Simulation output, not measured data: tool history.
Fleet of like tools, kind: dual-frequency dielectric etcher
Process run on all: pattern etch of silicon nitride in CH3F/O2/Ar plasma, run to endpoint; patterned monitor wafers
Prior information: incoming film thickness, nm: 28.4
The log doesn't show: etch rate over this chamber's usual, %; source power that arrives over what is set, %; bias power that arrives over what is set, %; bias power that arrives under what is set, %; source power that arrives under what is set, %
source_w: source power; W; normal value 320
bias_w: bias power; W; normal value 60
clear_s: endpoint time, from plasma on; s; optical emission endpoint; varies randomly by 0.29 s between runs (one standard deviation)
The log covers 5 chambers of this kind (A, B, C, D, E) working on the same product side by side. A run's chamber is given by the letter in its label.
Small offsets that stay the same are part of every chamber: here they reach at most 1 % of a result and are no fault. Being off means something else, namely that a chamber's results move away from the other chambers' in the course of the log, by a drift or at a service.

run,day,source_w,bias_w,hours since the last wet clean,hours since the last source power generator calibration,hours since the last bias power generator calibration,clear_s
1B,0.108,320,60,235.1,416.7,2450.5,47.273
2C,0.254,320,60,295.8,2816.3,976.4,48.305
3E,0.412,320,60,328.8,3019.0,1328.9,47.731
4A,0.492,320,60,428.8,3801.4,509.8,47.707
5D,0.650,320,60,413.9,2805.8,798.0,47.807
6B,0.792,320,60,251.5,433.1,2466.9,47.202
7C,0.950,320,60,312.5,2833.0,993.1,48.045
8E,1.117,320,60,345.7,3035.9,1345.8,47.173
9D,1.258,320,60,428.5,2820.4,812.6,47.435
10A,1.388,320,60,450.3,3822.9,531.3,47.667
11C,1.546,320,60,326.8,2847.3,1007.4,48.419
12E,1.662,300,52,358.8,3049.0,1358.9,51.084
13D,1.829,300,52,442.2,2834.1,826.3,50.811
14A,1.925,300,52,463.2,3835.8,544.2,51.427
15B,2.008,300,52,280.7,462.3,2496.1,50.417
16B,2.092,300,52,282.7,464.3,2498.1,50.752
17A,2.179,320,60,469.3,3841.9,550.3,47.852
18E,2.329,260,60,374.8,3065.0,1374.9,51.361
19C,2.412,260,60,347.6,2868.1,1028.2,52.196
20D,2.508,260,60,458.5,2850.4,842.6,50.668
21A,2.596,260,60,479.3,3851.9,560.3,51.721
22D,2.704,260,60,463.2,2855.1,847.3,51.479
23C,2.812,320,60,357.2,2877.7,1037.8,47.447
24B,2.946,320,60,303.2,484.8,2518.6,47.378
25E,3.092,320,60,393.1,3083.3,1393.2,47.655
26E,3.262,320,66,397.2,3087.4,1397.3,45.961
27A,3.362,320,66,497.7,3870.3,578.7,46.035
28B,3.488,320,66,316.2,497.8,2531.6,45.655
29C,3.567,320,66,375.3,2895.8,1055.9,46.659
30D,3.650,320,66,485.9,2877.8,870.0,46.616
31A,3.779,380,67,507.7,3880.3,588.7,43.190
32C,3.921,380,67,383.8,2904.3,1064.4,43.055

Read the log: is a single chamber off, either drifting away or since a service, is the gauge that measures every chamber drifting, or is nothing wrong beyond small per-chamber offsets? Name any odd chamber and what most likely caused it.

The fleet is healthy, with each chamber sitting at its usual small offset and no drift in the gauge.
